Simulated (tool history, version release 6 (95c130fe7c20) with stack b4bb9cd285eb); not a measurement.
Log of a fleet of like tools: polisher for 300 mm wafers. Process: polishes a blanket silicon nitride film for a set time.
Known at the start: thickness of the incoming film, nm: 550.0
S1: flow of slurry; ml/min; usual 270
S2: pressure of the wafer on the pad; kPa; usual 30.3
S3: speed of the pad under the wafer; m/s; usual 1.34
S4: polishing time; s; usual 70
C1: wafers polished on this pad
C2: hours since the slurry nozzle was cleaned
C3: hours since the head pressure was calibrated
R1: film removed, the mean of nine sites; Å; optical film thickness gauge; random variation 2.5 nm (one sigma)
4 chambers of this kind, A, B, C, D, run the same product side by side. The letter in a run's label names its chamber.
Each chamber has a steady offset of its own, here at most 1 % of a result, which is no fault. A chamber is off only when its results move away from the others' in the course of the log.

{"run": "1D", "day": 0.188, "S1": 270, "S2": 30.3, "S3": 1.34, "S4": 70, "C1": 777, "C2": 96.1, "C3": 288.4, "R1": 1705.5}
{"day": 0.196, "done": "chamber C: worn pad replaced by a new one"}
{"day": 0.342, "done": "chamber B: worn pad replaced by a new one"}
{"run": "2A", "day": 0.454, "S1": 270, "S2": 30.3, "S3": 1.34, "S4": 70, "C1": 369, "C2": 272.6, "C3": 273.7, "R1": 1690.5}
{"run": "3B", "day": 0.692, "S1": 270, "S2": 30.3, "S3": 1.34, "S4": 70, "C1": 121, "C2": 620.6, "C3": 70.8, "R1": 1719.4}
{"day": 0.867, "done": "chamber D: worn pad replaced by a new one"}
{"run": "4C", "day": 0.954, "S1": 270, "S2": 30.3, "S3": 1.34, "S4": 70, "C1": 263, "C2": 284.9, "C3": 376, "R1": 1718.3}
{"run": "5A", "day": 1.133, "S1": 270, "S2": 30.3, "S3": 1.34, "S4": 70, "C1": 605, "C2": 288.9, "C3": 290, "R1": 1739.1}
{"run": "6C", "day": 1.383, "S1": 270, "S2": 30.3, "S3": 1.34, "S4": 92, "C1": 412, "C2": 295.2, "C3": 386.3, "R1": 2234.1}
{"day": 1.608, "done": "chamber C: head pressure recalibrated"}
{"run": "7D", "day": 1.638, "S1": 270, "S2": 30.3, "S3": 1.34, "S4": 92, "C1": 268, "C2": 130.9, "C3": 323.2, "R1": 2351.5}
{"run": "8B", "day": 1.821, "S1": 270, "S2": 30.3, "S3": 1.34, "S4": 92, "C1": 513, "C2": 647.7, "C3": 97.9, "R1": 2280}
{"run": "9D", "day": 2.008, "S1": 270, "S2": 30.3, "S3": 1.34, "S4": 92, "C1": 397, "C2": 139.8, "C3": 332.1, "R1": 2230.6}
{"run": "10A", "day": 2.217, "S1": 270, "S2": 30.3, "S3": 1.34, "S4": 70, "C1": 981, "C2": 314.9, "C3": 316, "R1": 1714.1}
{"day": 2.446, "done": "chamber B: worn pad replaced by a new one"}
{"run": "11C", "day": 2.446, "S1": 270, "S2": 30.3, "S3": 1.34, "S4": 70, "C1": 781, "C2": 320.7, "C3": 20.2, "R1": 1698.3}
{"run": "12B", "day": 2.604, "S1": 270, "S2": 30.3, "S3": 1.34, "S4": 70, "C1": 55, "C2": 666.5, "C3": 116.7, "R1": 1676.1}
{"day": 2.754, "done": "chamber A: slurry nozzle cleaned"}
{"day": 2.842, "done": "chamber A: head pressure recalibrated"}
{"run": "13D", "day": 2.862, "S1": 270, "S2": 30.3, "S3": 1.34, "S4": 70, "C1": 693, "C2": 160.3, "C3": 352.6, "R1": 1708.4}
{"run": "14C", "day": 3.171, "S1": 270, "S2": 30.3, "S3": 1.34, "S4": 70, "C1": 1033, "C2": 338.1, "C3": 37.6, "R1": 1676.4}
{"run": "15B", "day": 3.354, "S1": 270, "S2": 30.3, "S3": 1.34, "S4": 70, "C1": 315, "C2": 684.5, "C3": 134.7, "R1": 1696.1}
{"run": "16A", "day": 3.596, "S1": 270, "S2": 22.1, "S3": 1.34, "S4": 70, "C1": 1460, "C2": 20.2, "C3": 18.1, "R1": 1269.7}
{"run": "17B", "day": 3.879, "S1": 270, "S2": 22.1, "S3": 1.34, "S4": 70, "C1": 498, "C2": 697.1, "C3": 147.3, "R1": 1196.8}
{"day": 3.925, "done": "chamber C: worn pad replaced by a new one"}
{"day": 3.933, "done": "chamber A: worn pad replaced by a new one"}
{"day": 3.971, "done": "chamber D: worn pad replaced by a new one"}
{"run": "18D", "day": 4.083, "S1": 270, "S2": 22.1, "S3": 1.34, "S4": 70, "C1": 40, "C2": 189.6, "C3": 381.9, "R1": 1260}
{"run": "19C", "day": 4.238, "S1": 270, "S2": 22.1, "S3": 1.34, "S4": 70, "C1": 109, "C2": 363.7, "C3": 63.2, "R1": 1269.7}
{"day": 4.471, "done": "chamber B: worn pad replaced by a new one"}
{"run": "20A", "day": 4.475, "S1": 270, "S2": 30.3, "S3": 1.34, "S4": 70, "C1": 188, "C2": 41.3, "C3": 39.2, "R1": 1707.2}
{"run": "21C", "day": 4.612, "S1": 270, "S2": 30.3, "S3": 1.34, "S4": 70, "C1": 239, "C2": 372.7, "C3": 72.2, "R1": 1717.3}
{"run": "22A", "day": 4.746, "S1": 310, "S2": 30.3, "S3": 1.34, "S4": 78, "C1": 282, "C2": 47.8, "C3": 45.7, "R1": 1928.2}
{"run": "23B", "day": 4.917, "S1": 310, "S2": 30.3, "S3": 1.34, "S4": 78, "C1": 155, "C2": 722, "C3": 172.2, "R1": 1915.3}
{"run": "24D", "day": 5.183, "S1": 310, "S2": 30.3, "S3": 1.34, "S4": 78, "C1": 422, "C2": 216, "C3": 408.3, "R1": 1960.7}
{"run": "25A", "day": 5.475, "S1": 310, "S2": 30.3, "S3": 1.34, "S4": 78, "C1": 535, "C2": 65.3, "C3": 63.2, "R1": 1941.5}
{"run": "26B", "day": 5.733, "S1": 270, "S2": 30.3, "S3": 1.34, "S4": 70, "C1": 439, "C2": 741.6, "C3": 191.8, "R1": 1668.3}
{"run": "27D", "day": 5.942, "S1": 270, "S2": 30.3, "S3": 1.34, "S4": 70, "C1": 685, "C2": 234.2, "C3": 426.5, "R1": 1761.1}
{"run": "28C", "day": 6.112, "S1": 320, "S2": 25.5, "S3": 1.34, "S4": 70, "C1": 760, "C2": 408.7, "C3": 108.2, "R1": 1468.8}
{"day": 6.183, "done": "chamber B: worn pad replaced by a new one"}
{"run": "29B", "day": 6.283, "S1": 320, "S2": 25.5, "S3": 1.34, "S4": 70, "C1": 34, "C2": 754.8, "C3": 205, "R1": 1446.4}
{"run": "30C", "day": 6.421, "S1": 320, "S2": 25.5, "S3": 1.34, "S4": 70, "C1": 867, "C2": 416.1, "C3": 115.6, "R1": 1485.6}
{"run": "31D", "day": 6.583, "S1": 320, "S2": 25.5, "S3": 1.34, "S4": 70, "C1": 908, "C2": 249.6, "C3": 441.9, "R1": 1484.5}
{"run": "32A", "day": 6.888, "S1": 270, "S2": 30.3, "S3": 1.34, "S4": 70, "C1": 1026, "C2": 99.2, "C3": 97.1, "R1": 1722.6}
{"run": "33D", "day": 7.15, "S1": 270, "S2": 30.3, "S3": 1.34, "S4": 70, "C1": 1104, "C2": 263.2, "C3": 455.5, "R1": 1753.2}
{"day": 7.154, "done": "chamber C: worn pad replaced by a new one"}
{"run": "34C", "day": 7.396, "S1": 360, "S2": 30.3, "S3": 1.34, "S4": 70, "C1": 83, "C2": 439.5, "C3": 139, "R1": 1719.2}
{"day": 7.496, "done": "chamber D: worn pad replaced by a new one"}
{"day": 7.625, "done": "chamber A: worn pad replaced by a new one"}
{"run": "35A", "day": 7.625, "S1": 360, "S2": 30.3, "S3": 1.34, "S4": 70, "C1": 0, "C2": 116.9, "C3": 114.8, "R1": 1790.6}
{"run": "36B", "day": 7.796, "S1": 360, "S2": 30.3, "S3": 1.34, "S4": 70, "C1": 560, "C2": 791.1, "C3": 241.3, "R1": 1752}
{"run": "37C", "day": 7.992, "S1": 360, "S2": 30.3, "S3": 1.34, "S4": 70, "C1": 290, "C2": 453.8, "C3": 153.3, "R1": 1785}
{"day": 8.004, "done": "chamber B: worn pad replaced by a new one"}
{"run": "38D", "day": 8.138, "S1": 270, "S2": 30.3, "S3": 1.04, "S4": 70, "C1": 223, "C2": 286.9, "C3": 479.2, "R1": 1412.1}
{"day": 8.358, "done": "chamber B: slurry nozzle cleaned"}
{"run": "39A", "day": 8.442, "S1": 270, "S2": 30.3, "S3": 1.04, "S4": 70, "C1": 283, "C2": 136.5, "C3": 134.4, "R1": 1404.8}
{"run": "40B", "day": 8.704, "S1": 270, "S2": 30.3, "S3": 1.04, "S4": 70, "C1": 243, "C2": 8.3, "C3": 263.1, "R1": 1387.3}
{"run": "41A", "day": 8.875, "S1": 270, "S2": 30.3, "S3": 1.04, "S4": 70, "C1": 434, "C2": 146.9, "C3": 144.8, "R1": 1407.4}
{"run": "42B", "day": 9.133, "S1": 270, "S2": 30.3, "S3": 1.34, "S4": 70, "C1": 392, "C2": 18.6, "C3": 273.4, "R1": 1719.6}
{"run": "43D", "day": 9.304, "S1": 270, "S2": 30.3, "S3": 1.34, "S4": 70, "C1": 628, "C2": 314.9, "C3": 507.2, "R1": 1701.7}

What goes on in this fleet: one chamber off, a drifting gauge, or nothing beyond the chambers' own small offsets? Name the chamber and the cause, if any.

No chamber stands off beyond its own small offset, and the gauge holds steady.

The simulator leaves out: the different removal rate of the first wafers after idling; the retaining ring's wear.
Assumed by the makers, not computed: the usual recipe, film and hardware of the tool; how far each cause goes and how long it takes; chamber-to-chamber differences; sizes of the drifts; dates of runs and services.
